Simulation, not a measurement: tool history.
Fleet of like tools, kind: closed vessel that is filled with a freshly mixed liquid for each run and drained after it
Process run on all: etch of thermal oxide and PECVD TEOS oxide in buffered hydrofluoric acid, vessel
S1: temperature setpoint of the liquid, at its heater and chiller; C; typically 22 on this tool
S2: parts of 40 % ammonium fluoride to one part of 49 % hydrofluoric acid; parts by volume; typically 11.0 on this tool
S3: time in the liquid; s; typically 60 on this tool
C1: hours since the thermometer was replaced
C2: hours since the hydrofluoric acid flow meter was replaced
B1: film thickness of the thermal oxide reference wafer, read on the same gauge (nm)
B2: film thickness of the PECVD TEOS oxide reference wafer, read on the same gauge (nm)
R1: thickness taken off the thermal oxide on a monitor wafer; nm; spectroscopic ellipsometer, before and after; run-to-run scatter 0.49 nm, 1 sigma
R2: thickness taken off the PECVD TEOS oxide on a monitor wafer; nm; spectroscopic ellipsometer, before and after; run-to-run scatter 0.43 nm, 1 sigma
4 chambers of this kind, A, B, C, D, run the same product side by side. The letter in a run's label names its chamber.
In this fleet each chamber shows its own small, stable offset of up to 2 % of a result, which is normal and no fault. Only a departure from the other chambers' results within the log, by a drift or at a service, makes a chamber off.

run   hour  S1    S2  S3      C1      C2      B1      B2      R1       R2
 1C    2.5  22  11.0  60   120.6  1026.4  39.970  60.008  60.001   77.396
 2A    6.5  22  11.0  60   996.8   197.9  40.015  60.004  61.131   77.203
 3D   10.4  22  11.0  60  2310.7  1685.6  39.992  60.031  59.674   77.717
 4B   12.9  22  11.0  60   210.5   199.1  39.962  60.016  59.620   76.766
 5A   15.8  22  11.0  60  1006.1   207.2  40.004  59.992  62.052   77.406
 6C   19.1  22  11.0  60   137.2  1043.0  39.995  59.991  59.530   77.367
 7B   22.4  22  11.0  60   220.0   208.6  40.040  60.009  59.418   77.233
 8D   26.5  22  11.0  60  2326.8  1701.7  40.032  59.995  60.203   77.078
 9A   31.5  22  11.0  60  1021.8   222.9  40.007  60.006  60.738   76.582
10B   34.2  22  11.0  60   231.8   220.4  39.994  60.028  60.265   76.574
11C   38.3  22  11.0  60   156.4  1062.2  39.988  60.050  59.186   77.749
12D   43.8  22  13.5  60  2344.1  1719.0  40.044  60.003  49.018   63.286
13C   46.4  22  13.5  60   164.5  1070.3  39.971  60.029  48.269   64.601
14D   50.4  22  13.5  60  2350.7  1725.6  40.048  59.995  49.631   63.892
15A   55.8  22  13.5  60  1046.1   247.2  40.028  59.996  50.088   62.720
16B   59.3  22  11.0  60   256.9   245.5  40.015  60.013  59.810   77.268
17B   63.2  22  11.0  60   260.8   249.4  40.038  60.000  59.322   77.018
18D   67.5  22  11.0  60  2367.8  1742.7  39.962  60.000  60.686   77.542
19C   70.8  22  11.0  60   188.9  1094.7  40.011  59.982  59.089   78.992
20A   74.6  22  11.0  60  1064.9   266.0  40.009  60.002  60.551   77.373
21B   77.9  22  11.0  60   275.5   264.1  40.014  60.015  59.811   77.164
22D   82.2  22  11.0  60  2382.5  1757.4  40.027  59.988  59.360   77.255
23C   87.6  18  11.0  60   205.7  1111.5  40.019  60.021  47.079   62.185
24A   91.4  18  11.0  60  1081.7   282.8  39.972  60.025  48.597   61.817
25A   95.7  18  11.0  60  1086.0   287.1  39.964  60.049  48.725   61.651
26C  100.3  18  11.0  60   218.4  1124.2  39.949  59.989  47.777   62.478
27B  105.6  22  11.0  60   303.2   291.8  40.032  60.016  60.384   76.092
28D  108.2  22  11.0  60  2408.5  1783.4  40.039  60.039  60.361   77.454
29B  111.4  22  11.0  85   309.0   297.6  40.017  60.020  85.658  107.710
30A  115.0  22  11.0  85  1105.3   306.4  39.953  59.994  86.638  109.580
     115.5  -- chamber D: thermometer replaced
31D  120.0  22  11.0  85     4.6  1795.2  40.046  59.954  84.247  109.880
32C  123.1  22  11.0  85   241.2  1147.0  40.001  59.999  83.756  111.240
33B  128.3  22  11.0  60   325.9   314.5  40.030  59.976  59.476   76.864
34D  131.1  22  11.0  60    15.7  1806.3  39.945  59.960  60.038   76.744
35C  135.8  22  11.0  60   253.9  1159.7  39.990  60.004  59.693   77.777
36A  140.1  22  11.0  60  1130.4   331.5  40.063  59.981  61.094   77.801
37C  145.6  22  11.0  60   263.7  1169.5  40.005  60.010  59.434   78.275
38B  150.9  22  11.0  60   348.5   337.1  40.025  59.995  60.430   76.430
39D  155.4  25  13.0  60    40.0  1830.6  39.981  60.025  60.524   77.728
40A  159.1  25  13.0  60  1149.4   350.5  40.029  59.972  60.632   75.833

Is one chamber out of step, is the gauge drifting, or do the chambers differ by no more than their own small offsets? For an off chamber, give its letter and the likeliest cause.

Neither any chamber nor the gauge drifts; the chambers differ only by their own small, steady offsets.
